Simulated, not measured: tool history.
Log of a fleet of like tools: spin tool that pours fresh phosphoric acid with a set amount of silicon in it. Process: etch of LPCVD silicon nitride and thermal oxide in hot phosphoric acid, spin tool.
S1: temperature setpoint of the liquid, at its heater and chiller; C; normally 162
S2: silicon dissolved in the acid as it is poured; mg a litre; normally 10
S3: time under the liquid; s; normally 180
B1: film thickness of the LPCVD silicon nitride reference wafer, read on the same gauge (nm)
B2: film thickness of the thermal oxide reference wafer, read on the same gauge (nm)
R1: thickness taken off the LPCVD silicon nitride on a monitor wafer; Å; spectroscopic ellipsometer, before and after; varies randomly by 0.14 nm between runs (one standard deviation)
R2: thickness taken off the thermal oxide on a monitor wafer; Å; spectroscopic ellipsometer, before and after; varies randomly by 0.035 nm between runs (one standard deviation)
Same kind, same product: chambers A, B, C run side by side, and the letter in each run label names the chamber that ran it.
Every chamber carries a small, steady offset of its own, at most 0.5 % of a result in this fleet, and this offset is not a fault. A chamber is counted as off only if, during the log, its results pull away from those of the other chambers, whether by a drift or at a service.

Run 1B, hour 3.9: usual settings; B1 130; B2 120.02. Result: R1 161.46 Å, R2 5.2069 Å.
Run 2A, hour 7.5: usual settings; B1 129.99; B2 120. Result: R1 160.7 Å, R2 4.4984 Å.
Run 3C, hour 10.3: usual settings; B1 129.98; B2 120.02. Result: R1 161.19 Å, R2 4.272 Å.
Run 4C, hour 13.8: usual settings; B1 129.98; B2 120. Result: R1 160.9 Å, R2 5.2004 Å.
Run 5B, hour 16.7: usual settings; B1 130.02; B2 120.02. Result: R1 160.07 Å, R2 4.2389 Å.
Run 6A, hour 19.6: usual settings but S3 110 s; B1 130; B2 119.98. Result: R1 98.203 Å, R2 2.8872 Å.
Run 7A, hour 23.8: usual settings but S3 110 s; B1 129.98; B2 120.02. Result: R1 99.262 Å, R2 2.6721 Å.
Run 8B, hour 26.7: usual settings but S3 110 s; B1 129.99; B2 119.99. Result: R1 98.576 Å, R2 3.2313 Å.
Run 9C, hour 30.8: usual settings; B1 129.98; B2 120. Result: R1 162.09 Å, R2 4.7726 Å.
Run 10B, hour 34.5: usual settings; B1 129.97; B2 120. Result: R1 162.45 Å, R2 5.0143 Å.
Run 11C, hour 36.9: usual settings but S3 250 s; B1 129.99; B2 120.01. Result: R1 225.14 Å, R2 6.0734 Å.
Run 12A, hour 40.2: usual settings but S3 250 s; B1 130.02; B2 119.99. Result: R1 223.44 Å, R2 6.5032 Å.
Run 13A, hour 42.2: usual settings but S3 250 s; B1 129.98; B2 120.02. Result: R1 219.8 Å, R2 6.5034 Å.
Run 14B, hour 46.3: usual settings; B1 130; B2 120. Result: R1 161.15 Å, R2 4.378 Å.
Run 15C, hour 48.4: usual settings; B1 130.01; B2 120. Result: R1 162.05 Å, R2 4.9876 Å.
Run 16A, hour 51.5: usual settings; B1 129.99; B2 120. Result: R1 159.3 Å, R2 4.7603 Å.
Run 17C, hour 53.6: usual settings; B1 130.04; B2 120. Result: R1 163.58 Å, R2 5.1904 Å.
Run 18B, hour 56.9: usual settings; B1 130.04; B2 120. Result: R1 156.66 Å, R2 4.947 Å.
Run 19C, hour 60.7: usual settings; B1 130.01; B2 119.99. Result: R1 163 Å, R2 4.654 Å.
Run 20A, hour 63.3: usual settings; B1 129.94; B2 120. Result: R1 158.47 Å, R2 4.9901 Å.
Run 21B, hour 66.4: usual settings; B1 129.99; B2 120. Result: R1 157.59 Å, R2 4.9879 Å.
Run 22C, hour 69.3: usual settings; B1 130; B2 119.99. Result: R1 160.51 Å, R2 4.641 Å.
Run 23B, hour 71.4: usual settings; B1 130.05; B2 120. Result: R1 158.94 Å, R2 4.4076 Å.
Run 24A, hour 75.5: usual settings; B1 129.99; B2 119.99. Result: R1 160.25 Å, R2 3.8643 Å.
Run 25B, hour 77.3: usual settings; B1 129.98; B2 120.02. Result: R1 153.91 Å, R2 4.3016 Å.
Run 26C, hour 80.5: usual settings; B1 130.03; B2 120. Result: R1 161.24 Å, R2 4.501 Å.
Run 27A, hour 83: usual settings but S1 161 C, S3 275 s; B1 129.96; B2 119.99. Result: R1 235.02 Å, R2 7.0021 Å.
Run 28B, hour 87.1: usual settings but S1 161 C, S3 275 s; B1 129.98; B2 120.01. Result: R1 226.28 Å, R2 5.488 Å.
Run 29C, hour 89.5: usual settings but S1 161 C, S3 275 s; B1 130; B2 120.01. Result: R1 238.87 Å, R2 6.2377 Å.
Run 30A, hour 92.3: usual settings; B1 129.98; B2 119.99. Result: R1 163.45 Å, R2 5.7832 Å.
Run 31A, hour 95.9: usual settings; B1 129.97; B2 120. Result: R1 161.14 Å, R2 5.0652 Å.
Run 32B, hour 99.1: usual settings; B1 129.94; B2 120.02. Result: R1 152.48 Å, R2 4.5112 Å.
Run 33C, hour 103.2: usual settings; B1 130.02; B2 120. Result: R1 161.32 Å, R2 4.5447 Å.
Run 34A, hour 106.8: usual settings but S3 280 s; B1 130.02; B2 119.99. Result: R1 251.98 Å, R2 8.8269 Å.
Run 35B, hour 110.8: usual settings but S3 280 s; B1 130; B2 119.99. Result: R1 236.31 Å, R2 6.3088 Å.
Run 36C, hour 114.3: usual settings but S3 280 s; B1 129.97; B2 120.02. Result: R1 250.26 Å, R2 7.7518 Å.
Run 37B, hour 117.9: usual settings but S1 160 C, S2 5.5 mg a litre; B1 129.99; B2 120.03. Result: R1 140.13 Å, R2 4.0475 Å.

Does one chamber stand apart from the rest, does the shared gauge drift, or is all well apart from small per-chamber offsets? Give the chamber and the most likely cause, where there is one.

One chamber, B, drifts off from the rest bit by bit.
What lies behind it: liquid colder than its thermometer reads (K) = 2.33.
From this log alone, it may not be told apart from: temperature lost on the way to the wafer (K).

Which of the 4 candidates below, each the usual settings with something changed and its results left as question marks, puts chamber B back in line with what the other chambers give on the usual settings?
In-line tolerance around the mean of the other chambers on the usual settings: R1 4.7 Å; R2 1.2 Å
Run 38B-1, hour 120.9: usual settings but S1 162.5 C, S2 7.5 mg a litre, S3 190 s. Result: R1 ?, R2 ?.
Run 38B-2, hour 120.9: usual settings but S1 161.5 C, S2 12.5 mg a litre, S3 170 s. Result: R1 ?, R2 ?.
Run 38B-3, hour 120.9: usual settings but S1 160.5 C, S2 14.5 mg a litre, S3 165 s. Result: R1 ?, R2 ?.
Run 38B-4, hour 120.9: usual settings but S1 163 C, S2 5.5 mg a litre, S3 200 s. Result: R1 ?, R2 ?.

Usual-settings mean across the other chambers: R1 161.38 Å; R2 4.7789 Å
  run      R1      R2
38B-1  159.87  4.6051
38B-2  138.36  3.4255
38B-3  129.87  2.9428
38B-4  171.13  5.2418
The answer is 38B-1, which returns the chamber to within the allowed miss of the others.
